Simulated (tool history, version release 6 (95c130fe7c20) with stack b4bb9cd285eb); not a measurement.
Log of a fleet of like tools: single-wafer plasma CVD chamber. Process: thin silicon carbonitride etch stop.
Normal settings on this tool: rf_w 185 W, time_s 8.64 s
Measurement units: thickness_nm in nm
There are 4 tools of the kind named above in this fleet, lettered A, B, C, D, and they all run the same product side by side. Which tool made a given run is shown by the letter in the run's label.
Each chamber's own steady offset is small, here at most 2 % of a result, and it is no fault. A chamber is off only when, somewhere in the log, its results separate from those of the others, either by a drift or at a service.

| run | day | rf_w | time_s | hours since the last thermocouple change | hours since the last RF generator calibration | read-back reference wafer on the same gauge, thickness_nm | thickness_nm |
|---|---|---|---|---|---|---|---|
| 1A | 0.308 | 185 | 8.64 | 718 | 925.3 | 4.681 | 4.7816 |
| 2C | 0.625 | 185 | 8.64 | 303.7 | 570.1 | 4.6813 | 4.7978 |
| 3B | 0.983 | 185 | 8.64 | 1320.5 | 332 | 4.682 | 4.7718 |
| 4D | 1.275 | 185 | 8.64 | 1247.8 | 1086.9 | 4.6815 | 4.8844 |
| 5C | 1.617 | 185 | 8.64 | 327.5 | 593.9 | 4.6816 | 4.8013 |
| 6B | 2.071 | 185 | 8.64 | 1346.6 | 358.1 | 4.6814 | 4.7603 |
| 7A | 2.533 | 185 | 8.64 | 771.4 | 978.7 | 4.6824 | 4.7925 |
| 8D | 2.838 | 185 | 8.64 | 1285.3 | 1124.4 | 4.6839 | 4.8804 |
| 9C | 3.446 | 185 | 8.64 | 371.4 | 637.8 | 4.6839 | 4.8055 |
| 10A | 4.012 | 185 | 8.64 | 806.9 | 1014.2 | 4.687 | 4.7866 |
| 11D | 4.567 | 185 | 8.64 | 1326.8 | 1165.9 | 4.6855 | 4.8779 |
| 12B | 4.921 | 185 | 8.64 | 1415 | 426.5 | 4.6867 | 4.7664 |
| 13C | 5.562 | 185 | 8.64 | 422.2 | 688.6 | 4.6887 | 4.8059 |
| 14B | 6.067 | 205 | 8.64 | 1442.5 | 454 | 4.6888 | 4.9202 |
| 15D | 6.729 | 205 | 8.64 | 1378.7 | 1217.8 | 4.688 | 5.0344 |
| 16A | 7.279 | 205 | 8.64 | 885.3 | 1092.6 | 4.69 | 4.9488 |
| 17D | 7.821 | 205 | 8.64 | 1404.9 | 1244 | 4.6908 | 5.0554 |
|  | 8.125 | chamber D: RF generator calibrated |
| 18C | 8.333 | 185 | 8.64 | 488.7 | 755.1 | 4.6911 | 4.8153 |
| 19B | 8.833 | 200 | 7.07 | 1508.9 | 520.4 | 4.6909 | 3.9889 |
| 20A | 9.462 | 200 | 7.07 | 937.7 | 1145 | 4.692 | 4.0155 |
| 21D | 9.904 | 200 | 7.07 | 1454.9 | 42.8 | 4.6911 | 4.1014 |
| 22C | 10.571 | 200 | 7.07 | 542.4 | 808.8 | 4.6921 | 4.0327 |
| 23B | 10.962 | 185 | 7.36 | 1560 | 571.5 | 4.6929 | 4.0689 |
| 24A | 11.492 | 185 | 7.36 | 986.4 | 1193.7 | 4.6943 | 4.0802 |
| 25D | 11.888 | 185 | 7.36 | 1502.5 | 90.4 | 4.6946 | 4.171 |
| 26C | 12.496 | 185 | 7.36 | 588.6 | 855 | 4.6971 | 4.0997 |
| 27A | 12.996 | 185 | 8.64 | 1022.5 | 1229.8 | 4.6967 | 4.7998 |
| 28B | 13.629 | 185 | 8.64 | 1624 | 635.5 | 4.6967 | 4.7873 |
| 29B | 13.938 | 185 | 8.64 | 1631.4 | 642.9 | 4.6985 | 4.7716 |
| 30A | 14.317 | 185 | 8.64 | 1054.2 | 1261.5 | 4.6977 | 4.8046 |
| 31C | 14.712 | 185 | 8.64 | 641.8 | 908.2 | 4.6983 | 4.8149 |
| 32D | 15.338 | 185 | 8.64 | 1585.3 | 173.2 | 4.7014 | 4.9073 |
| 33C | 15.725 | 185 | 8.64 | 666.1 | 932.5 | 4.6992 | 4.8156 |
| 34A | 16.312 | 185 | 8.64 | 1102.1 | 1309.4 | 4.7009 | 4.8024 |
| 35D | 16.983 | 185 | 9.95 | 1624.8 | 212.7 | 4.7022 | 5.6471 |
| 36B | 17.279 | 185 | 9.95 | 1711.6 | 723.1 | 4.7023 | 5.5133 |
| 37A | 17.683 | 185 | 9.95 | 1135 | 1342.3 | 4.7021 | 5.537 |
| 38B | 18.304 | 185 | 9.95 | 1736.2 | 747.7 | 4.7033 | 5.5148 |

All 4 chambers run these settings next. Forecast each chamber's results:
| 39A | 18.783 | 185 | 8.64 |  |  |  | ? |
| 39B | 18.783 | 185 | 8.64 |  |  |  | ? |
| 39C | 18.783 | 185 | 8.64 |  |  |  | ? |
| 39D | 18.783 | 185 | 8.64 |  |  |  | ? |

| run | thickness_nm |
|---|---|
| 39A | 4.8067 |
| 39B | 4.7949 |
| 39C | 4.823 |
| 39D | 4.9138 |

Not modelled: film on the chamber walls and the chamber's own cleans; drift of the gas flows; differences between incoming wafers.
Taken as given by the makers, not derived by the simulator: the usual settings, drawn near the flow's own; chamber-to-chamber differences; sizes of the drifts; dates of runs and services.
